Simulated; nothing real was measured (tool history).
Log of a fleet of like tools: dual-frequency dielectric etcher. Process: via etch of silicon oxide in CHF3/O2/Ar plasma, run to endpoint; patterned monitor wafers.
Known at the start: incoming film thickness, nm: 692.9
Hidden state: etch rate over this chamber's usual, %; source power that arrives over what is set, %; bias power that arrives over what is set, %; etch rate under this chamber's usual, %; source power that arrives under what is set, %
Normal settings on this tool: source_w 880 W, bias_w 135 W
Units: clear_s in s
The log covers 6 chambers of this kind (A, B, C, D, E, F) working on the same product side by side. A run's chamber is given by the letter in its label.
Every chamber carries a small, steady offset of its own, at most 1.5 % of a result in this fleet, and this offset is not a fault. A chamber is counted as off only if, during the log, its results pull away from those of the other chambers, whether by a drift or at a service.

run,hour,source_w,bias_w,hours since the last wet clean,hours since the last source power generator calibration,hours since the last bias power generator calibration,clear_s
1A,4.2,880,135,5.8,719.7,3055.3,337.18
2E,7.2,880,135,101.4,1491.4,1460,331.53
3F,9.4,880,135,92.8,2933.5,3938,329.02
4D,13,880,135,25.1,1332,965.6,336.92
5B,16,880,135,46.4,2287.1,598.9,329.44
6C,19.6,880,135,98.7,480,402.9,334.45
7A,24.4,880,135,26,739.9,3075.5,331.67
8E,26.9,880,109,121.1,1511.1,1479.7,357.21
9D,30,880,109,42.1,1349,982.6,350.38
10F,32.5,880,109,115.9,2956.6,3961.1,350.35
11B,35.2,880,109,65.6,2306.3,618.1,351.95
12C,39.8,880,109,118.9,500.2,423.1,349.76
13F,43.7,880,109,127.1,2967.8,3972.3,354.02
14C,47.6,880,135,126.7,508,430.9,334.11
15D,52.4,810,135,64.5,1371.4,1005,342.79
16B,56.4,810,135,86.8,2327.5,639.3,343.92
17A,58.8,810,135,60.4,774.3,3109.9,346.05
18E,62.3,810,135,156.5,1546.5,1515.1,351.48
19F,64.8,810,135,148.2,2988.9,3993.4,338.28
20C,68.6,810,135,147.7,529,451.9,342.64
21A,70.9,880,135,72.5,786.4,3122,327.2
22D,73.9,880,135,86,1392.9,1026.5,329.7
23B,78.4,880,135,108.8,2349.5,661.3,326.9
24E,82.6,880,159,176.8,1566.8,1535.4,318.09
25B,85.9,880,159,116.3,2357,668.8,315.59
26F,90.1,880,159,173.5,3014.2,4018.7,317.91
27C,92.7,880,159,171.8,553.1,476,314.31
28E,97.1,880,159,191.3,1581.3,1549.9,326.18
29D,101.2,880,159,113.3,1420.2,1053.8,311.8
30A,104.2,880,135,105.8,819.7,3155.3,336.83
31B,107.2,880,135,137.6,2378.3,690.1,334.18
32D,110.1,880,135,122.2,1429.1,1062.7,328.32
33F,114.2,880,135,197.6,3038.3,4042.8,324.9
34C,117,880,135,196.1,577.4,500.3,333.32
35E,121,880,135,215.2,1605.2,1573.8,335.97
36A,123.7,880,135,125.3,839.2,3174.8,333.43
37C,127,880,135,206.1,587.4,510.3,331.84
38E,130.3,880,135,224.5,1614.5,1583.1,344.14
39D,134.2,880,135,146.3,1453.2,1086.8,328.85

Which is it: a chamber that has drifted or been left off by a service, a gauge drift common to all chambers, or only each chamber's usual small offset? If a chamber is off, name it and its likeliest cause.

Beyond each chamber's small constant offset nothing stands out, and the gauge stays steady.
